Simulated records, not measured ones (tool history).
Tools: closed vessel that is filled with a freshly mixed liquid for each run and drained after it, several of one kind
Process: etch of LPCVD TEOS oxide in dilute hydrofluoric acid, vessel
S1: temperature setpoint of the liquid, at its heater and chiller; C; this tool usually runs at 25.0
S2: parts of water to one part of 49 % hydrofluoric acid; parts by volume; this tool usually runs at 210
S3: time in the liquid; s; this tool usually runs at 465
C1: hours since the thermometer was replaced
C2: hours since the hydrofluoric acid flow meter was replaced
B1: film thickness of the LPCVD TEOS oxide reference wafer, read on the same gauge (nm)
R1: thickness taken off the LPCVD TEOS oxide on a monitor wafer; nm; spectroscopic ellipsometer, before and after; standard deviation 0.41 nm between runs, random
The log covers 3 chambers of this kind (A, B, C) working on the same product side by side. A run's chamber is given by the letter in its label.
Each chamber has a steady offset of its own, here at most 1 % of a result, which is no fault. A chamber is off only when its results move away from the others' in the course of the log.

run	hour	S1	S2	S3	C1	C2	B1	R1
1B	5.4	25.0	210	465	776.3	738.0	30.004	41.980
2C	10.1	25.0	210	465	78.1	122.6	29.953	42.482
3A	15.2	25.0	210	465	1649.5	210.1	30.001	42.721
4B	19.9	25.0	210	465	790.8	752.5	30.007	41.965
5A	23.4	25.0	210	465	1657.7	218.3	30.002	42.330
6C	27.2	25.0	210	465	95.2	139.7	29.991	43.804
7A	30.5	27.5	210	270	1664.8	225.4	30.004	26.899
8C	34.5	27.5	210	270	102.5	147.0	29.977	27.305
9B	39.8	27.5	210	270	810.7	772.4	30.016	26.803
10B	45.3	25.0	210	465	816.2	777.9	29.989	42.577
11C	48.2	25.0	210	465	116.2	160.7	30.030	42.548
12A	54.3	25.0	210	465	1688.6	249.2	29.961	42.127
13C	57.9	25.0	210	465	125.9	170.4	30.022	42.705
14A	63.1	25.0	210	465	1697.4	258.0	29.980	41.660
15B	67.0	25.0	210	465	837.9	799.6	29.968	42.282
16B	70.1	25.0	210	465	841.0	802.7	30.004	42.344
17A	74.8	25.0	210	465	1709.1	269.7	29.999	40.802
18C	79.6	25.0	210	465	147.6	192.1	30.013	41.859
19A	85.6	25.0	210	465	1719.9	280.5	29.986	40.511
20B	89.7	25.0	210	465	860.6	822.3	30.006	41.729
21C	93.6	25.0	210	465	161.6	206.1	30.012	42.828
22B	96.3	25.0	210	465	867.2	828.9	30.042	41.924
23C	99.0	25.0	210	465	167.0	211.5	29.982	42.276
24A	103.3	25.0	210	465	1737.6	298.2	30.004	40.037
25A	107.2	25.0	210	465	1741.5	302.1	29.989	39.178
26C	110.7	25.0	210	735	178.7	223.2	30.029	67.431
27B	115.5	25.0	210	735	886.4	848.1	29.984	66.859
28A	120.2	25.0	210	735	1754.5	315.1	29.998	61.609
29B	124.2	25.0	165	645	895.1	856.8	30.026	79.887
30C	130.0	25.0	165	645	198.0	242.5	29.988	77.366
31A	133.0	25.0	165	645	1767.3	327.9	30.007	70.481
32C	135.9	25.0	210	465	203.9	248.4	29.965	43.105
33B	139.6	25.0	210	465	910.5	872.2	29.996	42.103
34B	143.1	25.0	210	465	914.0	875.7	29.968	42.486

Is one chamber off against the others, does the gauge drift, or is nothing wrong? If a chamber is off, say which, and what the likeliest cause is.

It is chamber A that slowly wanders off from its peers.
Most likely cause: hydrofluoric acid flow below the setpoint (%) = 10.1.

Below are 4 candidate recipes for chamber A's next run, each the usual settings with a change, their results shown as question marks. Which of them brings A's results back in line with what the other chambers give on the usual settings?
Counts as in line when no further than this from what the other chambers average on the usual settings: R1 1.400 nm
35A-1	147.5	25.5	190	465				?
35A-2	147.5	25.0	230	415				?
35A-3	147.5	25.0	210	580				?
35A-4	147.5	24.5	210	410				?

On the usual settings, the other chambers give on average: R1 42.424 nm
run	R1
35A-1	42.637
35A-2	29.506
35A-3	46.188
35A-4	32.070
35A-1 puts the chamber back in line with the other chambers.
